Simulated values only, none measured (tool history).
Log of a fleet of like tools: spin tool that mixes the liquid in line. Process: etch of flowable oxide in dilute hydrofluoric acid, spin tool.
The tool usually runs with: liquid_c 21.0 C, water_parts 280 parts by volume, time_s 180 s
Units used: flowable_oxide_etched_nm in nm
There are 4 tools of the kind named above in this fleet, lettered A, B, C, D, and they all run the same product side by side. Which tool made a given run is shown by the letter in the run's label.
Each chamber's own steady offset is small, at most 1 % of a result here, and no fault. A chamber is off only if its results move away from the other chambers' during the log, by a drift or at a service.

run    day  liquid_c  water_parts  time_s  read-back film thickness of the flowable oxide reference wafer, read on the same gauge (nm)  flowable_oxide_etched_nm
 1D  0.271      21.0          280     180                                                                                       49.977                   14.4460
 2A  0.596      21.0          280     180                                                                                       49.987                   14.3830
 3B  0.904      21.0          280     180                                                                                       50.056                   14.7260
 4C  1.158      21.0          280     180                                                                                       49.960                   14.2290
 5C  1.358      21.0          280     180                                                                                       49.999                   14.3340
 6D  1.704      21.0          280     180                                                                                       49.978                   14.2030
 7B  1.942      21.0          280     180                                                                                       50.027                   14.5120
 8A  2.275      21.0          280     180                                                                                       50.029                   14.4900
 9C  2.658      21.0          280     180                                                                                       50.031                   14.3210
10A  2.925      21.0          280     180                                                                                       49.996                   14.4490
11D  3.104      21.0          280     180                                                                                       49.978                   14.0110
12B  3.308      21.0          280     180                                                                                       49.975                   14.4960
13B  3.488      21.0          280     180                                                                                       49.966                   14.3570
14A  3.696      21.0          145     250                                                                                       50.023                   44.3500
15C  4.004      21.0          145     250                                                                                       49.992                   43.9290
     4.062  -- chamber A: hydrofluoric acid flow meter replaced
16D  4.308      21.0          145     250                                                                                       49.996                   42.7300
17D  4.496      21.0          145     250                                                                                       49.989                   43.1970
18C  4.721      21.0          280     180                                                                                       49.954                   14.3000
19A  5.075      21.0          280     180                                                                                       49.986                   14.5120
20B  5.383      17.5          280     140                                                                                       50.020                    9.8472
21C  5.625      17.5          280     140                                                                                       49.947                    9.6796
22B  5.950      17.5          280     140                                                                                       49.985                    9.8133
23D  6.162      17.5          280     140                                                                                       50.053                    9.1943
24A  6.504      21.0          280     180                                                                                       50.026                   14.6450
25A  6.779      21.0          280     180                                                                                       49.997                   14.5200
26C  7.104      21.0          280      90                                                                                       49.957                    7.0965
     7.242  -- chamber B: thermometer replaced
27D  7.312      21.0          280      90                                                                                       49.988                    6.6179
28B  7.621      21.0          280      90                                                                                       49.992                    7.2973
29C  7.954      21.0          280      90                                                                                       49.999                    7.1196
30A  8.158      21.0          280     180                                                                                       50.013                   14.5020

Next, all 4 chambers run the settings below, one line each with question marks for the results. What does each chamber give?
31A  8.442      24.5          280     180                                                                                                                      ?
31B  8.442      24.5          280     180                                                                                                                      ?
31C  8.442      24.5          280     180                                                                                                                      ?
31D  8.442      24.5          280     180                                                                                                                      ?

run  flowable_oxide_etched_nm
31A                   16.5110
31B                   16.3880
31C                   16.0050
31D                   14.7270

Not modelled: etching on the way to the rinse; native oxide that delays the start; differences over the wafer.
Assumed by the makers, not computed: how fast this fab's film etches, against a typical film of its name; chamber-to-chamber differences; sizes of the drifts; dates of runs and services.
